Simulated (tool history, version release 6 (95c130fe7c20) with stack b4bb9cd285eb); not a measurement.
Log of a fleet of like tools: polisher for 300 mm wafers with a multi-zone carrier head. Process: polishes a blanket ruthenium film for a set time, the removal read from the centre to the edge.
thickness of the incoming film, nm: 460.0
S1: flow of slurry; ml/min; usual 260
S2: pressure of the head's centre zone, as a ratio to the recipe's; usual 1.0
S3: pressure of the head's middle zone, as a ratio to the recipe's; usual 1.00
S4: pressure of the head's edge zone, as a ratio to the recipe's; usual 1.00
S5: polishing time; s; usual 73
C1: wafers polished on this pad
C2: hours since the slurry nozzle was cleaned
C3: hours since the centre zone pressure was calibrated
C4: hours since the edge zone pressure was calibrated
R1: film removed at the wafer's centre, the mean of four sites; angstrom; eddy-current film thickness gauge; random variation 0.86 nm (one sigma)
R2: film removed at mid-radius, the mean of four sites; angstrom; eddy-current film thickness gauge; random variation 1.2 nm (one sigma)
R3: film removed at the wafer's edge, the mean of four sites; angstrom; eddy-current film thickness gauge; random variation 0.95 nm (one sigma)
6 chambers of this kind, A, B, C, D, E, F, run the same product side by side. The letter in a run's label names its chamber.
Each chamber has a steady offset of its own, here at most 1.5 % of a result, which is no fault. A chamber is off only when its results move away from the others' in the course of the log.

{"hour": 1.6, "done": "chamber E: edge zone pressure recalibrated"}
{"run": "1C", "hour": 2.4, "S1": 260, "S2": 1.0, "S3": 1.0, "S4": 1.0, "S5": 73, "C1": 489, "C2": 109.4, "C3": 757.1, "C4": 778.2, "R1": 961.93, "R2": 941.44, "R3": 960.48}
{"run": "2D", "hour": 6.6, "S1": 260, "S2": 1.0, "S3": 1.0, "S4": 1.0, "S5": 73, "C1": 55, "C2": 374.3, "C3": 442.9, "C4": 147.4, "R1": 933.19, "R2": 932.52, "R3": 942.56}
{"run": "3A", "hour": 10.3, "S1": 260, "S2": 1.0, "S3": 1.0, "S4": 1.0, "S5": 73, "C1": 331, "C2": 531.5, "C3": 711.9, "C4": 305.0, "R1": 949.2, "R2": 938.84, "R3": 927.79}
{"run": "4E", "hour": 13.0, "S1": 260, "S2": 1.0, "S3": 1.0, "S4": 1.0, "S5": 73, "C1": 944, "C2": 27.5, "C3": 594.4, "C4": 11.4, "R1": 939.6, "R2": 942.49, "R3": 939.33}
{"run": "5B", "hour": 15.6, "S1": 260, "S2": 1.0, "S3": 1.0, "S4": 1.0, "S5": 73, "C1": 298, "C2": 569.0, "C3": 848.5, "C4": 472.4, "R1": 950.63, "R2": 958.42, "R3": 942.77}
{"run": "6F", "hour": 19.6, "S1": 260, "S2": 1.0, "S3": 1.0, "S4": 1.0, "S5": 73, "C1": 877, "C2": 94.7, "C3": 321.0, "C4": 108.4, "R1": 956.61, "R2": 947.88, "R3": 939.63}
{"run": "7E", "hour": 23.5, "S1": 260, "S2": 1.0, "S3": 0.93, "S4": 1.08, "S5": 73, "C1": 1024, "C2": 38.0, "C3": 604.9, "C4": 21.9, "R1": 945.21, "R2": 901.63, "R3": 996.47}
{"run": "8F", "hour": 26.3, "S1": 260, "S2": 1.0, "S3": 0.93, "S4": 1.08, "S5": 73, "C1": 928, "C2": 101.4, "C3": 327.7, "C4": 115.1, "R1": 957.42, "R2": 871.94, "R3": 981.74}
{"run": "9B", "hour": 30.8, "S1": 260, "S2": 1.0, "S3": 0.93, "S4": 1.08, "S5": 73, "C1": 413, "C2": 584.2, "C3": 863.7, "C4": 487.6, "R1": 959.43, "R2": 906.01, "R3": 976.46}
{"run": "10C", "hour": 33.4, "S1": 260, "S2": 1.0, "S3": 0.93, "S4": 1.08, "S5": 73, "C1": 725, "C2": 140.4, "C3": 788.1, "C4": 809.2, "R1": 931.16, "R2": 855.81, "R3": 981.64}
{"hour": 34.1, "done": "chamber C: worn pad replaced by a new one"}
{"run": "11A", "hour": 36.6, "S1": 260, "S2": 1.0, "S3": 0.93, "S4": 1.08, "S5": 73, "C1": 531, "C2": 557.8, "C3": 738.2, "C4": 331.3, "R1": 921.4, "R2": 879.98, "R3": 961.82}
{"run": "12D", "hour": 39.6, "S1": 260, "S2": 1.0, "S3": 0.93, "S4": 1.08, "S5": 73, "C1": 305, "C2": 407.3, "C3": 475.9, "C4": 180.4, "R1": 950.4, "R2": 886.71, "R3": 988.5}
{"run": "13C", "hour": 43.4, "S1": 300, "S2": 0.9, "S3": 1.0, "S4": 1.0, "S5": 73, "C1": 71, "C2": 150.4, "C3": 798.1, "C4": 819.2, "R1": 850.13, "R2": 963.49, "R3": 976.02}
{"run": "14D", "hour": 46.6, "S1": 300, "S2": 0.9, "S3": 1.0, "S4": 1.0, "S5": 73, "C1": 358, "C2": 414.3, "C3": 482.9, "C4": 187.4, "R1": 842.42, "R2": 961.14, "R3": 968.81}
{"run": "15A", "hour": 49.7, "S1": 300, "S2": 0.9, "S3": 1.0, "S4": 1.0, "S5": 73, "C1": 630, "C2": 570.9, "C3": 751.3, "C4": 344.4, "R1": 818.86, "R2": 921.54, "R3": 899.24}
{"run": "16E", "hour": 51.7, "S1": 300, "S2": 0.9, "S3": 1.0, "S4": 1.0, "S5": 73, "C1": 1237, "C2": 66.2, "C3": 633.1, "C4": 50.1, "R1": 852.74, "R2": 959.08, "R3": 959.65}
{"run": "17B", "hour": 53.9, "S1": 300, "S2": 0.9, "S3": 1.0, "S4": 1.0, "S5": 73, "C1": 588, "C2": 607.3, "C3": 886.8, "C4": 510.7, "R1": 872.96, "R2": 969.24, "R3": 949.26}
{"hour": 54.9, "done": "chamber B: worn pad replaced by a new one"}
{"run": "18F", "hour": 57.2, "S1": 300, "S2": 0.9, "S3": 1.0, "S4": 1.0, "S5": 73, "C1": 1162, "C2": 132.3, "C3": 358.6, "C4": 146.0, "R1": 859.34, "R2": 987.26, "R3": 957.02}
{"run": "19C", "hour": 60.0, "S1": 260, "S2": 1.0, "S3": 1.0, "S4": 1.0, "S5": 73, "C1": 197, "C2": 167.0, "C3": 814.7, "C4": 835.8, "R1": 954.58, "R2": 964.78, "R3": 953.56}
{"run": "20D", "hour": 64.3, "S1": 260, "S2": 1.0, "S3": 1.0, "S4": 1.0, "S5": 73, "C1": 492, "C2": 432.0, "C3": 500.6, "C4": 205.1, "R1": 926.62, "R2": 942.7, "R3": 954.95}
{"hour": 65.5, "done": "chamber D: centre zone pressure recalibrated"}
{"run": "21F", "hour": 68.6, "S1": 260, "S2": 1.0, "S3": 1.0, "S4": 1.0, "S5": 73, "C1": 1248, "C2": 143.7, "C3": 370.0, "C4": 157.4, "R1": 945.4, "R2": 950.01, "R3": 958.43}
{"hour": 70.9, "done": "chamber E: worn pad replaced by a new one"}
{"run": "22E", "hour": 72.5, "S1": 260, "S2": 1.0, "S3": 1.0, "S4": 1.0, "S5": 73, "C1": 12, "C2": 87.0, "C3": 653.9, "C4": 70.9, "R1": 940.66, "R2": 929.31, "R3": 942.71}
{"hour": 75.3, "done": "chamber D: worn pad replaced by a new one"}
{"run": "23A", "hour": 75.3, "S1": 260, "S2": 1.0, "S3": 1.0, "S4": 1.0, "S5": 73, "C1": 824, "C2": 596.5, "C3": 776.9, "C4": 370.0, "R1": 888.17, "R2": 893.83, "R3": 878.12}
{"run": "24B", "hour": 78.1, "S1": 260, "S2": 1.0, "S3": 1.0, "S4": 1.0, "S5": 73, "C1": 176, "C2": 631.5, "C3": 911.0, "C4": 534.9, "R1": 947.5, "R2": 960.3, "R3": 963.57}
{"run": "25B", "hour": 81.3, "S1": 260, "S2": 1.0, "S3": 1.0, "S4": 1.0, "S5": 73, "C1": 200, "C2": 634.7, "C3": 914.2, "C4": 538.1, "R1": 970.11, "R2": 933.19, "R3": 947.65}
{"hour": 81.8, "done": "chamber C: centre zone pressure recalibrated"}
{"run": "26E", "hour": 84.3, "S1": 260, "S2": 1.0, "S3": 0.96, "S4": 1.0, "S5": 61, "C1": 102, "C2": 98.8, "C3": 665.7, "C4": 82.7, "R1": 783.47, "R2": 756.45, "R3": 775.69}
{"run": "27C", "hour": 88.5, "S1": 260, "S2": 1.0, "S3": 0.96, "S4": 1.0, "S5": 61, "C1": 413, "C2": 195.5, "C3": 6.7, "C4": 864.3, "R1": 779.22, "R2": 761.63, "R3": 796.64}
{"hour": 89.2, "done": "chamber B: centre zone pressure recalibrated"}
{"hour": 91.2, "done": "chamber F: worn pad replaced by a new one"}
{"run": "28F", "hour": 92.8, "S1": 260, "S2": 1.0, "S3": 0.96, "S4": 1.0, "S5": 61, "C1": 12, "C2": 167.9, "C3": 394.2, "C4": 181.6, "R1": 784.87, "R2": 768.73, "R3": 782.4}
{"run": "29D", "hour": 95.8, "S1": 260, "S2": 1.0, "S3": 0.96, "S4": 1.0, "S5": 61, "C1": 155, "C2": 463.5, "C3": 30.3, "C4": 236.6, "R1": 796.22, "R2": 760.06, "R3": 793.69}
{"run": "30A", "hour": 99.9, "S1": 260, "S2": 1.0, "S3": 0.96, "S4": 1.0, "S5": 61, "C1": 1011, "C2": 621.1, "C3": 801.5, "C4": 394.6, "R1": 715.97, "R2": 708.71, "R3": 727.82}
{"hour": 100.1, "done": "chamber B: edge zone pressure recalibrated"}
{"run": "31C", "hour": 102.8, "S1": 260, "S2": 1.0, "S3": 0.96, "S4": 1.0, "S5": 61, "C1": 521, "C2": 209.8, "C3": 21.0, "C4": 878.6, "R1": 765.45, "R2": 761.63, "R3": 796.22}
{"run": "32D", "hour": 107.0, "S1": 260, "S2": 1.0, "S3": 1.0, "S4": 1.0, "S5": 73, "C1": 240, "C2": 474.7, "C3": 41.5, "C4": 247.8, "R1": 945.77, "R2": 939.86, "R3": 949.05}
{"run": "33A", "hour": 109.1, "S1": 260, "S2": 1.0, "S3": 1.0, "S4": 1.0, "S5": 73, "C1": 1081, "C2": 630.3, "C3": 810.7, "C4": 403.8, "R1": 855.16, "R2": 887.29, "R3": 857.01}
{"run": "34F", "hour": 112.4, "S1": 260, "S2": 1.0, "S3": 1.0, "S4": 1.0, "S5": 73, "C1": 161, "C2": 187.5, "C3": 413.8, "C4": 201.2, "R1": 944.67, "R2": 939.06, "R3": 947.74}
{"hour": 113.8, "done": "chamber C: worn pad replaced by a new one"}
{"run": "35E", "hour": 115.4, "S1": 260, "S2": 1.0, "S3": 1.0, "S4": 1.0, "S5": 73, "C1": 338, "C2": 129.9, "C3": 696.8, "C4": 113.8, "R1": 934.64, "R2": 948.29, "R3": 948.35}
{"hour": 118.5, "done": "chamber D: slurry nozzle cleaned"}
{"run": "36B", "hour": 119.0, "S1": 260, "S2": 1.0, "S3": 1.0, "S4": 1.0, "S5": 73, "C1": 486, "C2": 672.4, "C3": 29.8, "C4": 18.9, "R1": 956.04, "R2": 945.6, "R3": 942.19}
{"run": "37B", "hour": 123.2, "S1": 260, "S2": 1.0, "S3": 1.0, "S4": 1.0, "S5": 73, "C1": 518, "C2": 676.6, "C3": 34.0, "C4": 23.1, "R1": 964.27, "R2": 942.26, "R3": 927.12}
{"run": "38A", "hour": 126.8, "S1": 260, "S2": 1.0, "S3": 1.0, "S4": 1.0, "S5": 73, "C1": 1215, "C2": 648.0, "C3": 828.4, "C4": 421.5, "R1": 829.84, "R2": 859.28, "R3": 836.39}
{"run": "39C", "hour": 129.3, "S1": 260, "S2": 1.0, "S3": 1.0, "S4": 1.0, "S5": 73, "C1": 117, "C2": 236.3, "C3": 47.5, "C4": 905.1, "R1": 922.51, "R2": 949.81, "R3": 948.21}
{"run": "40D", "hour": 131.3, "S1": 260, "S2": 1.0, "S3": 1.0, "S4": 1.0, "S5": 73, "C1": 424, "C2": 12.8, "C3": 65.8, "C4": 272.1, "R1": 941.61, "R2": 937.84, "R3": 949.03}

Next, every chamber runs the same settings. What will each give?
{"run": "41A", "hour": 134.5, "S1": 340, "S2": 1.0, "S3": 1.0, "S4": 1.0, "S5": 73, "R1": "?", "R2": "?", "R3": "?"}
{"run": "41B", "hour": 134.5, "S1": 340, "S2": 1.0, "S3": 1.0, "S4": 1.0, "S5": 73, "R1": "?", "R2": "?", "R3": "?"}
{"run": "41C", "hour": 134.5, "S1": 340, "S2": 1.0, "S3": 1.0, "S4": 1.0, "S5": 73, "R1": "?", "R2": "?", "R3": "?"}
{"run": "41D", "hour": 134.5, "S1": 340, "S2": 1.0, "S3": 1.0, "S4": 1.0, "S5": 73, "R1": "?", "R2": "?", "R3": "?"}
{"run": "41E", "hour": 134.5, "S1": 340, "S2": 1.0, "S3": 1.0, "S4": 1.0, "S5": 73, "R1": "?", "R2": "?", "R3": "?"}
{"run": "41F", "hour": 134.5, "S1": 340, "S2": 1.0, "S3": 1.0, "S4": 1.0, "S5": 73, "R1": "?", "R2": "?", "R3": "?"}

run=41A R1=850.33 R2=860.83 R3=837.38
run=41B R1=1003.90 R2=971.12 R3=963.04
run=41C R1=981.21 R2=950.51 R3=978.10
run=41D R1=965.81 R2=970.36 R3=979.34
run=41E R1=966.10 R2=979.36 R3=982.05
run=41F R1=981.90 R2=970.92 R3=958.88
